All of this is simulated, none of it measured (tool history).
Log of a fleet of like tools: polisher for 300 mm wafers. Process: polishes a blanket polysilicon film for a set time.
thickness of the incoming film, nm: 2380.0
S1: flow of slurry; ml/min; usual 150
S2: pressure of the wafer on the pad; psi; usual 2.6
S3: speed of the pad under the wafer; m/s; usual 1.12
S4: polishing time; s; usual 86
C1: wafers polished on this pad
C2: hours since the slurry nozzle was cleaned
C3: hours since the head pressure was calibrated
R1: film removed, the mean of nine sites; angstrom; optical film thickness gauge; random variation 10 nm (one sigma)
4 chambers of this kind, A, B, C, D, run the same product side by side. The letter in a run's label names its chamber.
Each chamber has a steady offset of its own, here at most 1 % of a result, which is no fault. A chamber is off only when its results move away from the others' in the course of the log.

run	hour	S1	S2	S3	S4	C1	C2	C3	R1
1D	3.2	150	2.6	1.12	86	222	297.6	267.5	8950.4
2C	8.2	150	2.6	1.12	86	887	162.9	609.5	8887.1
3B	12.2	150	2.6	1.12	86	140	742.3	1253.7	9039.3
4A	15.7	150	2.6	1.12	86	1125	271.8	257.4	9041.6
5A	21.2	150	2.6	1.12	86	1184	277.3	262.9	8975.5
6B	27.5	150	2.6	1.12	86	303	757.6	1269.0	8979.7
7C	32.4	150	2.6	1.12	86	1145	187.1	633.7	8808.3
# hour 34.3: chamber D: worn pad replaced by a new one
# hour 34.8: chamber C: worn pad replaced by a new one
8D	38.5	150	2.6	1.12	86	44	332.9	302.8	9039.7
9A	44.9	150	2.6	1.12	86	1436	301.0	286.6	8948.3
# hour 46.6: chamber A: worn pad replaced by a new one
# hour 47.2: chamber B: slurry nozzle cleaned
# hour 51.6: chamber B: worn pad replaced by a new one
10D	51.6	150	2.6	1.42	72	184	346.0	315.9	9526.3
11C	58.1	150	2.6	1.42	72	249	212.8	659.4	9164.1
12B	63.5	150	2.6	1.42	72	127	16.3	1305.0	9479.9
13C	66.9	150	2.6	1.42	72	342	221.6	668.2	9257.8
14B	72.9	150	2.6	1.12	71	227	25.7	1314.4	7437.0
15A	76.4	150	2.6	1.12	71	318	332.5	318.1	7337.3
16D	80.3	150	2.6	1.12	71	490	374.7	344.6	7301.9
17D	85.5	150	2.6	1.12	71	545	379.9	349.8	7336.9
# hour 87.5: chamber D: worn pad replaced by a new one
18B	91.1	150	2.6	1.12	86	421	43.9	1332.6	8921.7
19A	97.1	150	2.6	1.12	86	538	353.2	338.8	8974.9
20C	100.6	180	2.6	1.40	86	701	255.3	701.9	10988.0
21D	103.8	180	2.6	1.40	86	174	398.2	368.1	11530.0
22C	108.5	180	2.6	1.40	86	785	263.2	709.8	11046.0
# hour 109.0: chamber B: worn pad replaced by a new one
23B	115.1	180	2.6	1.40	86	65	67.9	1356.6	11807.0
24A	118.1	150	2.6	1.12	86	762	374.2	359.8	8849.5
25A	121.8	150	2.6	1.12	86	801	377.9	363.5	8821.1
26C	124.7	150	2.6	1.12	86	958	279.4	726.0	8344.3
# hour 129.6: chamber D: worn pad replaced by a new one
# hour 130.2: chamber C: worn pad replaced by a new one
27B	130.3	150	2.6	1.12	86	227	83.1	1371.8	8972.7
28D	134.9	150	2.6	1.12	86	57	429.3	399.2	9030.7
29D	139.6	150	1.9	1.36	86	107	434.0	403.9	7944.1
30C	145.0	150	1.9	1.36	86	158	299.7	746.3	7459.4
31A	150.9	150	1.9	1.36	86	1111	407.0	392.6	7954.2
32B	156.0	150	1.9	1.36	86	501	108.8	1397.5	7974.6
33D	162.4	150	2.6	1.12	86	349	456.8	426.7	8934.3
34B	165.8	150	2.6	1.12	86	605	118.6	1407.3	8911.1
35C	168.9	150	2.6	1.12	86	413	323.6	770.2	8071.0

Next, every chamber runs the same settings. What will each give?
36A	173.8	150	2.6	1.12	86				?
36B	173.8	150	2.6	1.12	86				?
36C	173.8	150	2.6	1.12	86				?
36D	173.8	150	2.6	1.12	86				?

run	R1
36A	8801.6
36B	8993.5
36C	7964.2
36D	8983.8

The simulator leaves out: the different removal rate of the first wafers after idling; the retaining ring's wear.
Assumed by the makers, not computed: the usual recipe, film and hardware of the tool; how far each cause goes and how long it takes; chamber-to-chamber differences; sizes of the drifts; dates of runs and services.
